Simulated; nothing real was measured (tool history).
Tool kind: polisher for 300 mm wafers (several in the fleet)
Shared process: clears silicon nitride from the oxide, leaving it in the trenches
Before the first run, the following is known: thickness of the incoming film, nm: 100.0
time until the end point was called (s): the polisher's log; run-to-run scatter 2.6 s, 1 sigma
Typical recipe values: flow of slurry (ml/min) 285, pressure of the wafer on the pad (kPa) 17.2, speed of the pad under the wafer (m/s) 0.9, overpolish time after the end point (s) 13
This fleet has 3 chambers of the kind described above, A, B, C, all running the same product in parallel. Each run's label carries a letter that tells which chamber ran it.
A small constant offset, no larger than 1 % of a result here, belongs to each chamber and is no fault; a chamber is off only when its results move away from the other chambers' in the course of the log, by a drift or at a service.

run,hour,flow of slurry (ml/min),pressure of the wafer on the pad (kPa),speed of the pad under the wafer (m/s),overpolish time after the end point (s),wafers polished on this pad,hours since the slurry nozzle was cleaned,hours since the head pressure was calibrated,time until the end point was called (s)
# hour 1.4: chamber B: worn pad replaced by a new one
1B,11.9,285,17.2,0.9,13,53,346.4,692.6,155.7
2A,20.6,285,17.2,0.9,13,1108,319.3,62.2,161.67
3C,32,285,17.2,0.9,13,1137,532.5,45.6,161.02
4B,38.9,285,17.2,0.9,13,191,373.4,719.6,157.93
# hour 47.2: chamber C: worn pad replaced by a new one
5A,53.8,285,17.2,0.9,13,1278,352.5,95.4,160.17
# hour 62.5: chamber A: worn pad replaced by a new one
6C,67.2,285,17.2,0.9,13,102,567.7,80.8,159.11
7C,79,285,17.2,0.74,13,162,579.5,92.6,186.61
# hour 85.1: chamber A: slurry nozzle cleaned
8B,91.9,285,17.2,0.74,13,462,426.4,772.6,187.1
9A,103.5,285,17.2,0.74,13,209,18.4,145.1,192.33
10B,118.4,285,17.2,0.9,13,598,452.9,799.1,160.67
11C,133.4,285,17.2,0.9,13,440,633.9,147,157.48
12A,149.1,285,17.2,0.9,13,442,64,190.7,153.14
13C,156.3,285,17.2,0.9,13,557,656.8,169.9,155.43
# hour 161.2: chamber B: worn pad replaced by a new one
14A,169.9,285,17.2,0.9,13,549,84.8,211.5,157.01
15B,183.5,285,17.2,0.9,13,114,518,864.2,159.21
16C,199.3,285,17.2,0.9,13,777,699.8,212.9,164.52
17A,206.4,285,17.2,0.9,13,735,121.3,248,156.81
18B,220.6,285,17.2,0.9,13,303,555.1,901.3,161.08
19B,233.2,285,17.2,0.9,13,368,567.7,913.9,160.54
20A,242.8,285,17.2,0.9,13,921,157.7,284.4,161.64
# hour 244.7: chamber B: slurry nozzle cleaned
21C,255.2,285,17.2,0.9,13,1063,755.7,268.8,154.26
22B,269.7,285,17.2,0.9,13,554,25,950.4,159.19
23C,278.7,285,20,0.9,13,1183,779.2,292.3,137.55
24A,286.9,285,20,0.9,13,1147,201.8,328.5,137.18
25B,294.9,285,20,0.9,13,683,50.2,975.6,135.98
# hour 296.2: chamber A: worn pad replaced by a new one
# hour 302.4: chamber C: worn pad replaced by a new one
26A,303.3,285,17.2,0.9,13,36,218.2,344.9,154.97
# hour 309.4: chamber B: worn pad replaced by a new one
27C,315.7,285,17.2,0.9,13,68,816.2,329.3,159.75
28B,325.6,285,17.2,0.9,13,82,80.9,1006.3,160.31
29A,334.8,285,17.2,0.9,13,197,249.7,376.4,157.61
30C,342,340,17.2,0.8,13,202,842.5,355.6,176.56
31A,353.8,340,17.2,0.8,13,294,268.7,395.4,175.72
32C,364.6,340,17.2,0.8,13,318,865.1,378.2,171.92
33B,375.7,285,17.2,0.9,13,338,131,1056.4,156.12
34C,390.9,285,17.2,0.9,13,452,891.4,404.5,155.01
35A,399.8,285,22.8,0.9,13,529,314.7,441.4,120.91
36B,407.2,285,22.8,0.9,13,499,162.5,1087.9,119.23
37B,416.7,285,22.8,0.9,13,548,172,1097.4,115.25
38A,427.1,285,17.2,0.9,13,669,342,468.7,158.56

Next, all 3 chambers run the settings below, one line each with question marks for the results. What does each chamber give?
39A,438.4,285,14.5,0.9,13,,,,?
39B,438.4,285,14.5,0.9,13,,,,?
39C,438.4,285,14.5,0.9,13,,,,?

run,time until the end point was called (s)
39A,188.8
39B,184.13
39C,182.14
